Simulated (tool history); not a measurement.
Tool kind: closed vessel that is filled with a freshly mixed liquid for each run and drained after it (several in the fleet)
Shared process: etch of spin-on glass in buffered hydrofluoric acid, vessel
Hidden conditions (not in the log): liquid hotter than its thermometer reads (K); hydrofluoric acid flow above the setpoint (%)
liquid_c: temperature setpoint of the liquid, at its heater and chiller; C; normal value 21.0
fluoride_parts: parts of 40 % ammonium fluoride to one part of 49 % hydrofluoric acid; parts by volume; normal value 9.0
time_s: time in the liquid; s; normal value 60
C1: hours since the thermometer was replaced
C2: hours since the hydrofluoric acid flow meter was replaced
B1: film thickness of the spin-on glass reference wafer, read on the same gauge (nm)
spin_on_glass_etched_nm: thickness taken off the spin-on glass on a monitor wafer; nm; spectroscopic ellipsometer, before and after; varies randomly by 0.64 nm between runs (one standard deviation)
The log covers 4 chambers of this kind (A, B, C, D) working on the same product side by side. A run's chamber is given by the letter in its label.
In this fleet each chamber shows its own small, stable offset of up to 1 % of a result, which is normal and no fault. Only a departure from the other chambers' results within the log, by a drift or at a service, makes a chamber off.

run 1A day=0.238 | liquid_c=21.0 fluoride_parts=9.0 time_s=60 | C1=1578.9 C2=117.2 | B1=110.00 | spin_on_glass_etched_nm=138.120
run 2B day=0.642 | liquid_c=21.0 fluoride_parts=9.0 time_s=60 | C1=1265.5 C2=1595.2 | B1=109.98 | spin_on_glass_etched_nm=140.650
run 3C day=1.129 | liquid_c=21.0 fluoride_parts=9.0 time_s=60 | C1=693.6 C2=94.0 | B1=110.00 | spin_on_glass_etched_nm=139.140
run 4D day=1.538 | liquid_c=21.0 fluoride_parts=9.0 time_s=60 | C1=967.2 C2=283.1 | B1=110.01 | spin_on_glass_etched_nm=138.720
run 5C day=1.812 | liquid_c=21.0 fluoride_parts=7.0 time_s=60 | C1=710.0 C2=110.4 | B1=110.01 | spin_on_glass_etched_nm=181.340
run 6A day=2.083 | liquid_c=21.0 fluoride_parts=7.0 time_s=60 | C1=1623.2 C2=161.5 | B1=109.99 | spin_on_glass_etched_nm=182.170
run 7D day=2.421 | liquid_c=21.0 fluoride_parts=7.0 time_s=60 | C1=988.4 C2=304.3 | B1=109.99 | spin_on_glass_etched_nm=182.070
run 8B day=2.808 | liquid_c=21.0 fluoride_parts=7.0 time_s=60 | C1=1317.5 C2=1647.2 | B1=109.99 | spin_on_glass_etched_nm=185.760
run 9C day=3.229 | liquid_c=21.0 fluoride_parts=9.0 time_s=60 | C1=744.0 C2=144.4 | B1=110.02 | spin_on_glass_etched_nm=138.990
run 10D day=3.504 | liquid_c=21.0 fluoride_parts=9.0 time_s=60 | C1=1014.4 C2=330.3 | B1=110.00 | spin_on_glass_etched_nm=138.640
run 11B day=3.817 | liquid_c=21.0 fluoride_parts=9.0 time_s=60 | C1=1341.7 C2=1671.4 | B1=109.99 | spin_on_glass_etched_nm=141.610
run 12A day=4.262 | liquid_c=21.0 fluoride_parts=9.0 time_s=60 | C1=1675.5 C2=213.8 | B1=109.96 | spin_on_glass_etched_nm=138.210
run 13D day=4.612 | liquid_c=21.0 fluoride_parts=9.0 time_s=60 | C1=1041.0 C2=356.9 | B1=110.02 | spin_on_glass_etched_nm=138.350
run 14A day=4.858 | liquid_c=21.0 fluoride_parts=9.0 time_s=60 | C1=1689.8 C2=228.1 | B1=110.01 | spin_on_glass_etched_nm=138.300
run 15C day=5.288 | liquid_c=21.0 fluoride_parts=9.0 time_s=60 | C1=793.4 C2=193.8 | B1=109.99 | spin_on_glass_etched_nm=137.600
run 16B day=5.738 | liquid_c=21.0 fluoride_parts=9.0 time_s=60 | C1=1387.8 C2=1717.5 | B1=109.99 | spin_on_glass_etched_nm=140.760
run 17A day=6.029 | liquid_c=21.0 fluoride_parts=11.5 time_s=60 | C1=1717.9 C2=256.2 | B1=110.01 | spin_on_glass_etched_nm=112.170
run 18B day=6.471 | liquid_c=21.0 fluoride_parts=11.5 time_s=60 | C1=1405.4 C2=1735.1 | B1=109.99 | spin_on_glass_etched_nm=114.580
run 19C day=6.967 | liquid_c=21.0 fluoride_parts=11.5 time_s=60 | C1=833.7 C2=234.1 | B1=109.99 | spin_on_glass_etched_nm=113.420
run 20D day=7.329 | liquid_c=21.0 fluoride_parts=11.5 time_s=60 | C1=1106.2 C2=422.1 | B1=110.02 | spin_on_glass_etched_nm=112.370
run 21A day=7.654 | liquid_c=21.0 fluoride_parts=9.0 time_s=60 | C1=1756.9 C2=295.2 | B1=109.99 | spin_on_glass_etched_nm=137.640
run 22B day=8.117 | liquid_c=25.5 fluoride_parts=9.0 time_s=75 | C1=1444.9 C2=1774.6 | B1=110.02 | spin_on_glass_etched_nm=226.340
run 23D day=8.588 | liquid_c=25.5 fluoride_parts=9.0 time_s=75 | C1=1136.4 C2=452.3 | B1=110.03 | spin_on_glass_etched_nm=223.360
run 24C day=8.821 | liquid_c=25.5 fluoride_parts=9.0 time_s=75 | C1=878.2 C2=278.6 | B1=110.03 | spin_on_glass_etched_nm=220.610
run 25D day=9.058 | liquid_c=25.5 fluoride_parts=9.0 time_s=75 | C1=1147.7 C2=463.6 | B1=110.00 | spin_on_glass_etched_nm=222.520
run 26A day=9.542 | liquid_c=21.0 fluoride_parts=9.0 time_s=60 | C1=1802.2 C2=340.5 | B1=109.99 | spin_on_glass_etched_nm=137.190
run 27B day=9.967 | liquid_c=21.0 fluoride_parts=9.0 time_s=60 | C1=1489.3 C2=1819.0 | B1=110.00 | spin_on_glass_etched_nm=141.320
run 28C day=10.429 | liquid_c=21.0 fluoride_parts=9.0 time_s=60 | C1=916.8 C2=317.2 | B1=109.99 | spin_on_glass_etched_nm=138.250
run 29C day=10.667 | liquid_c=21.0 fluoride_parts=12.5 time_s=30 | C1=922.5 C2=322.9 | B1=110.01 | spin_on_glass_etched_nm=52.405
run 30B day=11.112 | liquid_c=21.0 fluoride_parts=12.5 time_s=30 | C1=1516.8 C2=1846.5 | B1=109.99 | spin_on_glass_etched_nm=52.617
run 31A day=11.350 | liquid_c=21.0 fluoride_parts=12.5 time_s=30 | C1=1845.6 C2=383.9 | B1=109.96 | spin_on_glass_etched_nm=51.790
run 32D day=11.712 | liquid_c=21.0 fluoride_parts=12.5 time_s=30 | C1=1211.4 C2=527.3 | B1=110.01 | spin_on_glass_etched_nm=51.978

Next, every chamber runs the same settings. What will each give?
run 33A day=12.079 | liquid_c=21.0 fluoride_parts=9.0 time_s=90 | spin_on_glass_etched_nm=?
run 33B day=12.079 | liquid_c=21.0 fluoride_parts=9.0 time_s=90 | spin_on_glass_etched_nm=?
run 33C day=12.079 | liquid_c=21.0 fluoride_parts=9.0 time_s=90 | spin_on_glass_etched_nm=?
run 33D day=12.079 | liquid_c=21.0 fluoride_parts=9.0 time_s=90 | spin_on_glass_etched_nm=?

run=33A spin_on_glass_etched_nm=205.530
run=33B spin_on_glass_etched_nm=209.820
run=33C spin_on_glass_etched_nm=208.280
run=33D spin_on_glass_etched_nm=206.900
